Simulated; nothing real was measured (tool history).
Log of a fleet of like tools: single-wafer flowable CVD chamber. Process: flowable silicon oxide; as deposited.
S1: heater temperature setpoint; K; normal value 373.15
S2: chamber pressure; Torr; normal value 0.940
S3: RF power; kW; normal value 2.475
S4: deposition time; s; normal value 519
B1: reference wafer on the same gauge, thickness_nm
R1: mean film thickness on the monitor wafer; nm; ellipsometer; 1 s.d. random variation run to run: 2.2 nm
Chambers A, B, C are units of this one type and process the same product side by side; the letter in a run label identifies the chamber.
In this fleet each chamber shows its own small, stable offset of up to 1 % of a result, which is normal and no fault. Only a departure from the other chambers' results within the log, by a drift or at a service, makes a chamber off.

run	hour	S1	S2	S3	S4	B1	R1
1B	4.6	373.15	0.940	2.475	519	449.74	401.97
2A	10.8	373.15	0.940	2.475	519	449.50	402.00
3C	18.1	373.15	0.940	2.475	519	449.29	399.19
4A	25.8	373.15	0.940	2.475	519	449.39	394.97
5C	32.6	373.15	0.940	2.475	519	450.32	400.01
6B	37.9	373.15	0.940	2.475	519	450.36	396.98
7C	42.2	373.15	0.940	2.475	519	450.67	399.61
8B	50.3	373.15	0.940	2.475	519	450.17	401.07
9A	58.7	373.15	0.940	2.475	519	450.14	398.78
10B	64.2	373.15	0.940	2.475	519	450.21	401.45
11C	71.1	373.15	0.940	2.475	519	450.43	399.56
12A	75.5	373.15	0.940	2.475	519	449.92	396.61
13B	83.1	373.15	0.940	2.475	480	449.64	371.40
14C	91.5	373.15	0.940	2.475	480	449.27	365.11
15A	98.3	373.15	0.940	2.475	480	450.50	368.44
16B	104.4	373.15	0.940	2.475	519	449.88	401.31
17A	112.1	373.15	0.940	2.475	519	450.27	397.57
18C	118.9	373.15	0.940	2.475	519	450.27	397.87
19B	126.8	373.15	0.940	2.475	519	449.65	397.08
20A	134.5	373.15	0.940	2.475	519	450.34	396.55
21C	138.9	373.15	0.940	2.475	519	449.48	402.54
# hour 145.0: chamber C: RF generator calibrated
22C	146.4	373.15	1.076	2.730	519	450.02	474.17
23A	153.4	373.15	1.076	2.730	519	449.24	473.79
24B	159.7	373.15	1.076	2.730	519	450.05	473.09
25C	164.4	373.15	0.940	2.475	519	450.25	398.05
26A	170.8	373.15	0.940	2.840	519	450.01	400.09
27B	174.7	373.15	0.940	2.840	519	449.90	410.96
28B	179.5	373.15	0.940	2.840	519	449.56	404.59
29A	184.9	373.15	0.940	2.475	519	450.75	395.76
30C	192.7	373.15	0.940	2.475	519	450.43	400.99
31C	199.3	373.15	0.940	2.475	519	450.10	397.29
32A	207.5	373.15	0.940	2.285	519	449.82	394.25
33B	216.0	373.15	0.940	2.285	519	449.79	396.56
34C	223.7	373.15	0.940	2.285	519	450.13	396.21
35B	229.1	373.15	0.940	2.475	519	449.82	402.44
36A	235.0	384.15	1.145	2.475	519	449.94	350.08
37A	241.0	384.15	1.145	2.475	519	449.95	350.61
38B	248.6	384.15	1.145	2.475	519	450.07	348.39
39C	256.4	373.15	0.940	2.475	519	449.86	394.02
40B	261.4	373.15	0.940	2.925	519	449.88	406.21
41A	265.3	373.15	0.940	2.925	519	450.41	408.07
42C	271.6	373.15	0.940	2.925	519	449.67	405.36

One chamber off, gauge drift, or nothing amiss beyond the chambers' own small offsets? If it is a chamber, which one, and what is the likeliest cause?

The fleet is healthy, with each chamber sitting at its usual small offset and no drift in the gauge.
